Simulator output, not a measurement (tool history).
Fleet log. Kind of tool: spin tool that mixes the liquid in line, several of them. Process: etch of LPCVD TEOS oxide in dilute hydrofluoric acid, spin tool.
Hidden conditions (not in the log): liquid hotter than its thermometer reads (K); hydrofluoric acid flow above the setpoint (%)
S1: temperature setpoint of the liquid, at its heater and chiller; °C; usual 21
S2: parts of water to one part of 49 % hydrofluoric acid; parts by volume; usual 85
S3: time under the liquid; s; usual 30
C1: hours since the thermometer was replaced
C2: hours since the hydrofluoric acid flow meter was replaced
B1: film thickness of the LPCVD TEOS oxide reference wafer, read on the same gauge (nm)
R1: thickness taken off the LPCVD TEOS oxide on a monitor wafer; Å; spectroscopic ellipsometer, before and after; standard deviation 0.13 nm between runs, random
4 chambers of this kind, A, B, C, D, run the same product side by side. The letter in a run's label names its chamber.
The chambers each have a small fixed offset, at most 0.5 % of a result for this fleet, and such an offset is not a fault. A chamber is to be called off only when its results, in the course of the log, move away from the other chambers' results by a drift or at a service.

run 1A hour=4.9 | S1=21 S2=85 S3=30 | C1=697.4 C2=600.6 | B1=149.99 | R1=139.210
run 2C hour=8.6 | S1=21 S2=85 S3=30 | C1=363.1 C2=729.3 | B1=150.00 | R1=139.670
run 3B hour=13.6 | S1=21 S2=85 S3=30 | C1=948.2 C2=225.4 | B1=149.97 | R1=137.430
run 4D hour=18.9 | S1=21 S2=85 S3=30 | C1=1053.1 C2=620.9 | B1=150.00 | R1=138.440
run 5C hour=22.7 | S1=21 S2=85 S3=30 | C1=377.2 C2=743.4 | B1=149.98 | R1=140.050
run 6A hour=26.8 | S1=21 S2=85 S3=30 | C1=719.3 C2=622.5 | B1=149.99 | R1=139.230
run 7D hour=32.2 | S1=26 S2=85 S3=20 | C1=1066.4 C2=634.2 | B1=149.99 | R1=111.340
run 8B hour=34.9 | S1=26 S2=85 S3=20 | C1=969.5 C2=246.7 | B1=149.99 | R1=113.130
run 9D hour=38.6 | S1=26 S2=85 S3=20 | C1=1072.8 C2=640.6 | B1=149.98 | R1=112.230
run 10A hour=44.1 | S1=26 S2=85 S3=20 | C1=736.6 C2=639.8 | B1=150.02 | R1=112.330
run 11B hour=47.9 | S1=21 S2=85 S3=30 | C1=982.5 C2=259.7 | B1=149.99 | R1=137.880
run 12C hour=53.2 | S1=21 S2=85 S3=20 | C1=407.7 C2=773.9 | B1=149.98 | R1=91.584
run 13D hour=56.1 | S1=21 S2=85 S3=20 | C1=1090.3 C2=658.1 | B1=149.96 | R1=92.399
run 14C hour=58.5 | S1=21 S2=85 S3=20 | C1=413.0 C2=779.2 | B1=150.02 | R1=91.613
run 15B hour=61.6 | S1=21 S2=85 S3=20 | C1=996.2 C2=273.4 | B1=150.00 | R1=90.119
run 16A hour=66.6 | S1=21 S2=85 S3=30 | C1=759.1 C2=662.3 | B1=150.00 | R1=139.210
run 17B hour=70.0 | S1=21 S2=85 S3=30 | C1=1004.6 C2=281.8 | B1=150.00 | R1=139.860
run 18C hour=73.0 | S1=21 S2=85 S3=30 | C1=427.5 C2=793.7 | B1=150.02 | R1=136.980
run 19A hour=78.3 | S1=21 S2=85 S3=30 | C1=770.8 C2=674.0 | B1=150.00 | R1=140.550
run 20D hour=82.6 | S1=21 S2=85 S3=30 | C1=1116.8 C2=684.6 | B1=150.00 | R1=139.670
run 21D hour=85.7 | S1=21 S2=85 S3=30 | C1=1119.9 C2=687.7 | B1=149.99 | R1=139.770
run 22A hour=90.4 | S1=21 S2=85 S3=40 | C1=782.9 C2=686.1 | B1=150.01 | R1=184.540
run 23C hour=93.3 | S1=21 S2=85 S3=40 | C1=447.8 C2=814.0 | B1=149.98 | R1=184.460
run 24B hour=96.4 | S1=21 S2=85 S3=40 | C1=1031.0 C2=308.2 | B1=149.98 | R1=183.020
run 25B hour=101.9 | S1=21 S2=85 S3=40 | C1=1036.5 C2=313.7 | B1=150.00 | R1=182.980
run 26D hour=106.6 | S1=21 S2=85 S3=30 | C1=1140.8 C2=708.6 | B1=149.99 | R1=137.660
run 27A hour=111.6 | S1=19 S2=85 S3=20 | C1=804.1 C2=707.3 | B1=150.02 | R1=83.979
-- hour=112.2 chamber A: hydrofluoric acid flow meter replaced
run 28C hour=117.1 | S1=19 S2=85 S3=20 | C1=471.6 C2=837.8 | B1=150.00 | R1=85.664
run 29D hour=121.3 | S1=19 S2=85 S3=20 | C1=1155.5 C2=723.3 | B1=149.98 | R1=85.893
run 30A hour=125.1 | S1=19 S2=85 S3=20 | C1=817.6 C2=12.9 | B1=150.00 | R1=85.448
run 31B hour=128.5 | S1=21 S2=85 S3=30 | C1=1063.1 C2=340.3 | B1=150.01 | R1=140.000
-- hour=129.7 chamber C: thermometer replaced
run 32C hour=132.6 | S1=21 S2=85 S3=30 | C1=3.0 C2=853.3 | B1=149.98 | R1=138.390
run 33D hour=137.3 | S1=21 S2=85 S3=30 | C1=1171.5 C2=739.3 | B1=149.99 | R1=137.780
run 34A hour=142.6 | S1=21 S2=85 S3=30 | C1=835.1 C2=30.4 | B1=150.01 | R1=137.840
run 35B hour=147.1 | S1=19 S2=85 S3=30 | C1=1081.7 C2=358.9 | B1=150.02 | R1=128.210

Is one chamber off against the others, does the gauge drift, or is nothing wrong? If a chamber is off, say which, and what the likeliest cause is.

The fleet is healthy, with each chamber sitting at its usual small offset and no drift in the gauge.

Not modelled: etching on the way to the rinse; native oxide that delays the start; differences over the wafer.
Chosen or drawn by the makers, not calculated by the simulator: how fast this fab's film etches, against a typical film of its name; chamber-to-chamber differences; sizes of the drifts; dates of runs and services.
